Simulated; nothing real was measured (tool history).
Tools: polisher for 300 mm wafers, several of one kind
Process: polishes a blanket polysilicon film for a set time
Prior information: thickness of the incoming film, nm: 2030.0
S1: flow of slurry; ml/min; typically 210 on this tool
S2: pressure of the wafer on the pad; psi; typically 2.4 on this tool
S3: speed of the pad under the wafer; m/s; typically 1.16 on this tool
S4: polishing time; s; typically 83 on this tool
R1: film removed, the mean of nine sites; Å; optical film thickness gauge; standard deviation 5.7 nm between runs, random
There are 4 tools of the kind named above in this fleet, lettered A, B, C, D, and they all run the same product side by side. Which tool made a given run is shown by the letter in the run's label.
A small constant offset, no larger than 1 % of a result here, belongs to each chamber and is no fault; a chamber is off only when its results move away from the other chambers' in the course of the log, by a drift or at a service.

Run 1D, day 0.242: usual settings. Result: R1 8081.7 Å.
Run 2B, day 0.546: usual settings. Result: R1 7996.8 Å.
Run 3A, day 0.888: usual settings. Result: R1 8111.4 Å.
At day 1.071: chamber D: worn pad replaced by a new one.
Run 4C, day 1.15: usual settings. Result: R1 8155.6 Å.
Run 5A, day 1.333: usual settings but S1 140 ml/min. Result: R1 7645.3 Å.
Run 6C, day 1.633: usual settings but S1 140 ml/min. Result: R1 7760.1 Å.
Run 7D, day 1.958: usual settings but S1 140 ml/min. Result: R1 7742.4 Å.
At day 2.1: chamber C: worn pad replaced by a new one.
Run 8B, day 2.208: usual settings but S1 140 ml/min. Result: R1 7609 Å.
Run 9C, day 2.4: usual settings. Result: R1 8175 Å.
Run 10B, day 2.671: usual settings but S1 275 ml/min. Result: R1 8334.1 Å.
Run 11A, day 3: usual settings but S1 275 ml/min. Result: R1 8208.5 Å.
Run 12D, day 3.292: usual settings but S1 275 ml/min. Result: R1 8330.6 Å.
At day 3.496: chamber D: slurry nozzle cleaned.
Run 13A, day 3.662: usual settings but S1 275 ml/min. Result: R1 8112.7 Å.
At day 3.717: chamber B: worn pad replaced by a new one.
Run 14C, day 3.896: usual settings. Result: R1 8148.8 Å.
Run 15D, day 4.083: usual settings. Result: R1 8208.5 Å.
At day 4.358: chamber C: worn pad replaced by a new one.
Run 16B, day 4.375: usual settings. Result: R1 8061.3 Å.
Run 17C, day 4.583: usual settings. Result: R1 8275.8 Å.
Run 18D, day 4.821: usual settings. Result: R1 8177.6 Å.
Run 19A, day 4.992: usual settings. Result: R1 7825 Å.
At day 5.046: chamber D: worn pad replaced by a new one.
Run 20B, day 5.296: usual settings. Result: R1 8118.5 Å.
Run 21C, day 5.567: usual settings but S1 240 ml/min. Result: R1 8322.3 Å.
Run 22B, day 5.825: usual settings but S1 240 ml/min. Result: R1 8307.1 Å.
Run 23D, day 6.112: usual settings but S1 240 ml/min. Result: R1 8301.1 Å.
At day 6.338: chamber A: slurry nozzle cleaned.
Run 24A, day 6.467: usual settings but S1 240 ml/min. Result: R1 7810.3 Å.
Run 25D, day 6.683: usual settings. Result: R1 8198.6 Å.
Run 26A, day 6.892: usual settings. Result: R1 7763.5 Å.
Run 27B, day 7.088: usual settings. Result: R1 8120.1 Å.

Decide between three cases: one chamber stands off from its peers, the gauge reading all wafers drifts, or nothing is wrong past each chamber's small offset. Where a chamber is off, say which and what most likely put it there.

Little by little, chamber A moves away from the other chambers.
Most likely cause: removal rate lost through wear of the pad, % = 4.93.
The log may not tell that from: head's pressure below its setpoint, %.

Which of the 4 candidates below, each the usual settings with something changed and its results left as question marks, puts chamber A back in line with what the other chambers give on the usual settings?
In line here means within this much of the mean the other chambers give on the usual settings: R1 200 Å
Run 28A-1, day 7.362: usual settings but S3 1.28 m/s. Result: R1 ?.
Run 28A-2, day 7.362: usual settings but S2 2.5 psi, S4 85 s. Result: R1 ?.
Run 28A-3, day 7.362: usual settings but S3 1.1 m/s, S4 79 s. Result: R1 ?.
Run 28A-4, day 7.362: usual settings but S2 2.3 psi, S4 81 s. Result: R1 ?.

Usual-settings mean across the other chambers: R1 8131.6 Å
  run      R1
28A-1  8451.6
28A-2  8174.9
28A-3  6925.3
28A-4    7176
The answer is 28A-2, which returns the chamber to within the allowed miss of the others.
